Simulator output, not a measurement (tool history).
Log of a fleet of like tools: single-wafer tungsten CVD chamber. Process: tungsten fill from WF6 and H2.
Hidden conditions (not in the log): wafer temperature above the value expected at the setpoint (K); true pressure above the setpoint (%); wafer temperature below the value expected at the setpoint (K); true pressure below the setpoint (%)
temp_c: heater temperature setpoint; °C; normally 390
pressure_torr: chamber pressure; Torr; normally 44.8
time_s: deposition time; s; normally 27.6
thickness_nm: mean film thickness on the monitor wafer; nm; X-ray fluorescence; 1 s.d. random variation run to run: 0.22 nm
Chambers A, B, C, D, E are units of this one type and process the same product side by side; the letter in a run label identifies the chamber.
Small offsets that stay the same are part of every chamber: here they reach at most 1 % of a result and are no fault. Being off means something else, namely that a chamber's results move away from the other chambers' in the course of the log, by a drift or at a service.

run	hour	temp_c	pressure_torr	time_s	hours since the last thermocouple change	hours since the last manometer calibration	read-back reference wafer on the same gauge, thickness_nm	thickness_nm
1A	11.6	390	44.8	27.6	1607.4	434.8	67.755	80.222
2C	21.6	390	44.8	27.6	1592	1361.7	67.78	79.992
3B	29.5	390	44.8	27.6	964.2	1235.7	67.734	80.106
4D	40.4	390	44.8	27.6	232.4	1617.8	67.779	79.629
5E	49.7	397	44.8	27.6	895.1	1026.3	67.802	91.526
6D	58.4	397	44.8	27.6	250.4	1635.8	67.813	90.63
7C	66.1	397	44.8	27.6	1636.5	1406.2	67.824	91.557
8A	78.2	397	44.8	27.6	1674	501.4	67.758	91.796
9E	89	397	44.8	27.6	934.4	1065.6	67.824	91.467
10B	98.6	390	44.8	27.6	1033.3	1304.8	67.788	80.007
11E	110	390	49.1	31.4	955.4	1086.6	67.88	95.116
12C	119.8	390	49.1	31.4	1690.2	1459.9	67.778	95.417
13B	126	390	49.1	31.4	1060.7	1332.2	67.796	94.983
14A	136.6	390	49.1	31.4	1732.4	559.8	67.817	95.501
15D	142	390	49.1	31.4	334	1719.4	67.796	94.026
16A	153.1	390	44.8	27.6	1748.9	576.3	67.82	80.288
17E	165.2	390	44.8	27.6	1010.6	1141.8	67.736	80.363
18C	174	390	34.4	27.6	1744.4	1514.1	67.78	70.814
19D	183.1	390	34.4	27.6	375.1	1760.5	67.813	70.542
20B	194.9	390	34.4	27.6	1129.6	1401.1	67.809	70.978
21A	202.2	390	34.4	27.6	1798	625.4	67.799	71.053
22D	213.2	390	34.4	27.6	405.2	1790.6	67.835	70.058
23E	219.8	390	44.8	27.6	1065.2	1196.4	67.824	80.015
24C	229.6	400	38.4	27.6	1800	1569.7	67.777	90.357
# hour 231.2: chamber E: capacitance manometer re-zeroed and calibrated
25B	238.4	400	38.4	27.6	1173.1	1444.6	67.797	90.215
26D	243.6	400	38.4	27.6	435.6	1821	67.784	89.073
27C	254.2	400	38.4	27.6	1824.6	1594.3	67.814	90.636
28E	261.3	400	38.4	27.6	1106.7	30.2	67.824	92.132
29B	273.1	390	44.8	27.6	1207.8	1479.3	67.773	79.824
30A	282.7	390	44.8	27.6	1878.5	705.9	67.814	80
31A	291.1	390	44.8	27.6	1886.9	714.3	67.83	79.876
32E	298.7	390	44.8	27.6	1144.1	67.6	67.734	82.528
33D	309.4	390	44.8	27.6	501.4	1886.8	67.749	79.521
34C	315.4	390	44.8	27.6	1885.8	1655.5	67.799	79.823
35B	322.4	390	44.8	27.6	1257.1	1528.6	67.79	80.109
36A	334.3	390	44.8	27.6	1930.1	757.5	67.788	80.432
37D	345.3	390	44.8	27.6	537.3	1922.7	67.809	79.866
38B	351.8	390	44.8	27.6	1286.5	1558	67.78	80.512
39E	359.1	390	44.8	27.6	1204.5	128	67.744	82.58
40C	365.6	390	44.8	27.6	1936	1705.7	67.751	79.7
41C	377.3	390	33.8	23.8	1947.7	1717.4	67.759	60.475
42A	388.7	390	33.8	23.8	1984.5	811.9	67.826	60.443
43B	400.7	390	33.8	23.8	1335.4	1606.9	67.797	60.39

The same settings go to every chamber for the next run, one line per chamber below. Forecast the results for each:
44A	409.4	390	44.8	27.6				?
44B	409.4	390	44.8	27.6				?
44C	409.4	390	44.8	27.6				?
44D	409.4	390	44.8	27.6				?
44E	409.4	390	44.8	27.6				?

run	thickness_nm
44A	80.394
44B	79.754
44C	80.521
44D	79.198
44E	82.165
